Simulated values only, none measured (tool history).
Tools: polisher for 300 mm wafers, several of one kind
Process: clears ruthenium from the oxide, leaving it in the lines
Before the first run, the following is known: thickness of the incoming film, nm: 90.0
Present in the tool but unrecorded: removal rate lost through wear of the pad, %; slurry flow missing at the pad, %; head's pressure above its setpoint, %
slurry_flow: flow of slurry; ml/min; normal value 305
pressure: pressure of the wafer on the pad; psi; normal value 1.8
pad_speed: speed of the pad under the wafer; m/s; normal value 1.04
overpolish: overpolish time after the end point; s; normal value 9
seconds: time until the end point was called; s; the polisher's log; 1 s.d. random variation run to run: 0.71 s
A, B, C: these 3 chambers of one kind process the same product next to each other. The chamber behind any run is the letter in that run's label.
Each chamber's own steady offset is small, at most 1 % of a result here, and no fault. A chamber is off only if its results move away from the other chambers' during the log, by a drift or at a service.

| run | day | slurry_flow | pressure | pad_speed | overpolish | wafers polished on this pad | hours since the slurry nozzle was cleaned | hours since the head pressure was calibrated | seconds |
|---|---|---|---|---|---|---|---|---|---|
| 1C | 0.675 | 305 | 1.8 | 1.04 | 9 | 419 | 177.2 | 191.4 | 88.556 |
| 2B | 1.279 | 305 | 1.8 | 1.04 | 9 | 777 | 248.7 | 798.2 | 87.472 |
| 3A | 1.679 | 305 | 1.8 | 1.04 | 9 | 449 | 153 | 846.5 | 88.171 |
| 4B | 2.208 | 305 | 1.8 | 1.04 | 9 | 1003 | 271 | 820.5 | 88.332 |
|  | 2.604 | chamber C: worn pad replaced by a new one |
| 5C | 2.779 | 305 | 1.8 | 1.04 | 9 | 42 | 227.7 | 241.9 | 89.41 |
| 6A | 3.358 | 305 | 1.8 | 1.04 | 9 | 859 | 193.3 | 886.8 | 87.858 |
| 7A | 3.938 | 305 | 1.8 | 1.04 | 9 | 1000 | 207.2 | 900.7 | 88.603 |
|  | 3.992 | chamber A: worn pad replaced by a new one |
| 8B | 4.338 | 305 | 1.8 | 1.04 | 9 | 1523 | 322.1 | 871.6 | 88.183 |
| 9C | 4.746 | 305 | 2.1 | 1.16 | 9 | 522 | 274.9 | 289.1 | 68.662 |
| 10B | 5.258 | 305 | 2.1 | 1.16 | 9 | 1747 | 344.2 | 893.7 | 67.846 |
| 11A | 5.612 | 305 | 2.1 | 1.16 | 9 | 396 | 247.4 | 940.9 | 67.114 |
| 12C | 6.188 | 305 | 1.8 | 1.04 | 9 | 874 | 309.5 | 323.7 | 89.478 |
|  | 6.283 | chamber C: worn pad replaced by a new one |
| 13B | 6.592 | 305 | 1.8 | 1.04 | 9 | 2073 | 376.2 | 925.7 | 89.192 |
| 14A | 6.888 | 305 | 1.8 | 1.04 | 9 | 707 | 278 | 971.5 | 87.553 |
| 15C | 7.283 | 305 | 1.8 | 1.04 | 9 | 244 | 335.8 | 350 | 89.725 |
|  | 7.812 | chamber A: worn pad replaced by a new one |
| 16B | 7.846 | 305 | 1.8 | 1.04 | 9 | 2378 | 406.3 | 955.8 | 92.384 |
| 17C | 8.458 | 305 | 1.8 | 1.04 | 9 | 530 | 364 | 378.2 | 88.912 |
| 18A | 8.979 | 305 | 1.3 | 1.32 | 9 | 285 | 328.2 | 1021.7 | 95.991 |
| 19C | 9.283 | 305 | 1.3 | 1.32 | 9 | 732 | 383.8 | 398 | 98.622 |
| 20A | 9.696 | 305 | 1.3 | 1.32 | 9 | 460 | 345.4 | 1038.9 | 96.25 |
| 21B | 10.15 | 370 | 1.8 | 1.04 | 6 | 2941 | 461.6 | 1011.1 | 92.652 |
|  | 10.346 | chamber C: worn pad replaced by a new one |
| 22C | 10.671 | 370 | 1.8 | 1.04 | 6 | 79 | 417.1 | 431.3 | 87.702 |
| 23A | 11.021 | 370 | 1.8 | 1.04 | 6 | 783 | 377.2 | 1070.7 | 86.753 |
| 24B | 11.333 | 305 | 2.1 | 1.38 | 9 | 3229 | 490 | 1039.5 | 61.612 |
|  | 11.462 | chamber A: slurry nozzle cleaned |
| 25B | 11.696 | 305 | 2.1 | 1.38 | 9 | 3318 | 498.7 | 1048.2 | 61.311 |
|  | 11.783 | chamber A: worn pad replaced by a new one |
| 26C | 12.167 | 305 | 2.1 | 1.38 | 9 | 444 | 453 | 467.2 | 56.615 |
| 27A | 12.821 | 305 | 1.8 | 1.04 | 9 | 253 | 32.6 | 1113.9 | 88.092 |
| 28A | 13.392 | 305 | 1.8 | 1.04 | 9 | 392 | 46.3 | 1127.6 | 88.813 |

All chambers now run identical settings, listed one chamber a line with results as question marks. What results will each chamber show?
| 29A | 13.875 | 305 | 1.8 | 1.04 | 9 |  |  |  | ? |
| 29B | 13.875 | 305 | 1.8 | 1.04 | 9 |  |  |  | ? |
| 29C | 13.875 | 305 | 1.8 | 1.04 | 9 |  |  |  | ? |

| run | seconds |
|---|---|
| 29A | 87.583 |
| 29B | 98.06 |
| 29C | 87.496 |
